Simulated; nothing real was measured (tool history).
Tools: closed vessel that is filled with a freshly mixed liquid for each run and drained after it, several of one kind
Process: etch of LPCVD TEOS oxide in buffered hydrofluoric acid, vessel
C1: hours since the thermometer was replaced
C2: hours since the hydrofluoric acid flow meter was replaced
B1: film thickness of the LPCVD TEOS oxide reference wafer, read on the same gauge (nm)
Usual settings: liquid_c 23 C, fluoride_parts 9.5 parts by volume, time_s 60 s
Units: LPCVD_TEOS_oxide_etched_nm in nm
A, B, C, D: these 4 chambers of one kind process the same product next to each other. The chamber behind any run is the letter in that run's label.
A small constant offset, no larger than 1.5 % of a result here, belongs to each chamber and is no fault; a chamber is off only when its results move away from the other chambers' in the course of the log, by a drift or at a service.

Run 1C, hour 4.1: usual settings; C1 969.3; C2 282.8; B1 130.01. Result: LPCVD_TEOS_oxide_etched_nm 201.24 nm.
Run 2A, hour 9.3: usual settings; C1 241.1; C2 119.8; B1 130.05. Result: LPCVD_TEOS_oxide_etched_nm 199.06 nm.
Run 3B, hour 14.5: usual settings; C1 1444.8; C2 525.4; B1 130.01. Result: LPCVD_TEOS_oxide_etched_nm 199.69 nm.
Run 4D, hour 19.5: usual settings; C1 815.2; C2 213.1; B1 130.02. Result: LPCVD_TEOS_oxide_etched_nm 197.86 nm.
Run 5D, hour 22.4: usual settings; C1 818.1; C2 216; B1 129.99. Result: LPCVD_TEOS_oxide_etched_nm 198.18 nm.
Run 6A, hour 28: usual settings; C1 259.8; C2 138.5; B1 130.03. Result: LPCVD_TEOS_oxide_etched_nm 199.01 nm.
Run 7B, hour 31.4: usual settings; C1 1461.7; C2 542.3; B1 130.02. Result: LPCVD_TEOS_oxide_etched_nm 199.25 nm.
Run 8C, hour 34.4: usual settings; C1 999.6; C2 313.1; B1 130.01. Result: LPCVD_TEOS_oxide_etched_nm 201.7 nm.
Run 9D, hour 38.9: usual settings; C1 834.6; C2 232.5; B1 129.98. Result: LPCVD_TEOS_oxide_etched_nm 198.03 nm.
Run 10A, hour 43.2: usual settings; C1 275; C2 153.7; B1 129.99. Result: LPCVD_TEOS_oxide_etched_nm 199.49 nm.
Run 11B, hour 48: usual settings; C1 1478.3; C2 558.9; B1 130.01. Result: LPCVD_TEOS_oxide_etched_nm 200.38 nm.
Run 12C, hour 51: usual settings; C1 1016.2; C2 329.7; B1 130.02. Result: LPCVD_TEOS_oxide_etched_nm 202.47 nm.
Run 13A, hour 55.6: usual settings; C1 287.4; C2 166.1; B1 129.98. Result: LPCVD_TEOS_oxide_etched_nm 199.11 nm.
Run 14B, hour 60.2: usual settings; C1 1490.5; C2 571.1; B1 129.99. Result: LPCVD_TEOS_oxide_etched_nm 200.13 nm.
Run 15C, hour 64.2: usual settings; C1 1029.4; C2 342.9; B1 130. Result: LPCVD_TEOS_oxide_etched_nm 202.5 nm.
Run 16D, hour 67.7: usual settings; C1 863.4; C2 261.3; B1 130.05. Result: LPCVD_TEOS_oxide_etched_nm 199.35 nm.
Run 17C, hour 73.3: usual settings; C1 1038.5; C2 352; B1 130.03. Result: LPCVD_TEOS_oxide_etched_nm 203.62 nm.
Run 18D, hour 77.1: usual settings; C1 872.8; C2 270.7; B1 130. Result: LPCVD_TEOS_oxide_etched_nm 198.39 nm.
Run 19A, hour 81.2: usual settings but fluoride_parts 12.5 parts by volume, time_s 85 s; C1 313; C2 191.7; B1 130. Result: LPCVD_TEOS_oxide_etched_nm 219.26 nm.
Run 20B, hour 87.3: usual settings but fluoride_parts 12.5 parts by volume, time_s 85 s; C1 1517.6; C2 598.2; B1 129.97. Result: LPCVD_TEOS_oxide_etched_nm 220.76 nm.
Run 21A, hour 92.8: usual settings but fluoride_parts 12.5 parts by volume, time_s 85 s; C1 324.6; C2 203.3; B1 130.01. Result: LPCVD_TEOS_oxide_etched_nm 220.1 nm.
Run 22B, hour 95.8: usual settings but fluoride_parts 12.5 parts by volume, time_s 85 s; C1 1526.1; C2 606.7; B1 130.04. Result: LPCVD_TEOS_oxide_etched_nm 220.89 nm.
Run 23D, hour 100.5: usual settings; C1 896.2; C2 294.1; B1 129.98. Result: LPCVD_TEOS_oxide_etched_nm 200.93 nm.
Run 24C, hour 104.2: usual settings but fluoride_parts 8 parts by volume; C1 1069.4; C2 382.9; B1 130. Result: LPCVD_TEOS_oxide_etched_nm 238.25 nm.
Run 25A, hour 109.9: usual settings but fluoride_parts 8 parts by volume; C1 341.7; C2 220.4; B1 130.02. Result: LPCVD_TEOS_oxide_etched_nm 234.49 nm.
Run 26C, hour 113.9: usual settings but fluoride_parts 8 parts by volume; C1 1079.1; C2 392.6; B1 130. Result: LPCVD_TEOS_oxide_etched_nm 236.59 nm.
Run 27D, hour 117.7: usual settings but fluoride_parts 8 parts by volume; C1 913.4; C2 311.3; B1 129.97. Result: LPCVD_TEOS_oxide_etched_nm 238.71 nm.
Run 28B, hour 120.7: usual settings; C1 1551; C2 631.6; B1 129.97. Result: LPCVD_TEOS_oxide_etched_nm 201.04 nm.
Run 29A, hour 124.2: usual settings; C1 356; C2 234.7; B1 129.99. Result: LPCVD_TEOS_oxide_etched_nm 201.86 nm.
Run 30D, hour 127.7: usual settings; C1 923.4; C2 321.3; B1 130.02. Result: LPCVD_TEOS_oxide_etched_nm 204.29 nm.
Run 31C, hour 130.6: usual settings; C1 1095.8; C2 409.3; B1 129.97. Result: LPCVD_TEOS_oxide_etched_nm 202.37 nm.
Run 32B, hour 134: usual settings but fluoride_parts 8 parts by volume; C1 1564.3; C2 644.9; B1 130.02. Result: LPCVD_TEOS_oxide_etched_nm 233.8 nm.
Run 33C, hour 140: usual settings but fluoride_parts 8 parts by volume; C1 1105.2; C2 418.7; B1 130.02. Result: LPCVD_TEOS_oxide_etched_nm 236.8 nm.
Run 34B, hour 144.8: usual settings but fluoride_parts 8 parts by volume; C1 1575.1; C2 655.7; B1 129.95. Result: LPCVD_TEOS_oxide_etched_nm 235.88 nm.
Run 35D, hour 147.8: usual settings but fluoride_parts 8 parts by volume; C1 943.5; C2 341.4; B1 130.02. Result: LPCVD_TEOS_oxide_etched_nm 240.16 nm.
Run 36A, hour 150.7: usual settings; C1 382.5; C2 261.2; B1 129.97. Result: LPCVD_TEOS_oxide_etched_nm 200.59 nm.
Run 37D, hour 156.9: usual settings; C1 952.6; C2 350.5; B1 130.02. Result: LPCVD_TEOS_oxide_etched_nm 205.51 nm.
Run 38B, hour 162.9: usual settings; C1 1593.2; C2 673.8; B1 130.02. Result: LPCVD_TEOS_oxide_etched_nm 199.81 nm.
Run 39C, hour 166.3: usual settings; C1 1131.5; C2 445; B1 130.02. Result: LPCVD_TEOS_oxide_etched_nm 202.87 nm.
Run 40A, hour 171.5: usual settings but fluoride_parts 12.5 parts by volume, time_s 90 s; C1 403.3; C2 282; B1 129.99. Result: LPCVD_TEOS_oxide_etched_nm 231.24 nm.

The same settings go to every chamber for the next run, one line per chamber below. Forecast the results for each:
Run 41A, hour 176: usual settings but time_s 80 s. Result: LPCVD_TEOS_oxide_etched_nm ?.
Run 41B, hour 176: usual settings but time_s 80 s. Result: LPCVD_TEOS_oxide_etched_nm ?.
Run 41C, hour 176: usual settings but time_s 80 s. Result: LPCVD_TEOS_oxide_etched_nm ?.
Run 41D, hour 176: usual settings but time_s 80 s. Result: LPCVD_TEOS_oxide_etched_nm ?.

run  LPCVD_TEOS_oxide_etched_nm
41A                      267.23
41B                      265.71
41C                      269.51
41D                      276.09

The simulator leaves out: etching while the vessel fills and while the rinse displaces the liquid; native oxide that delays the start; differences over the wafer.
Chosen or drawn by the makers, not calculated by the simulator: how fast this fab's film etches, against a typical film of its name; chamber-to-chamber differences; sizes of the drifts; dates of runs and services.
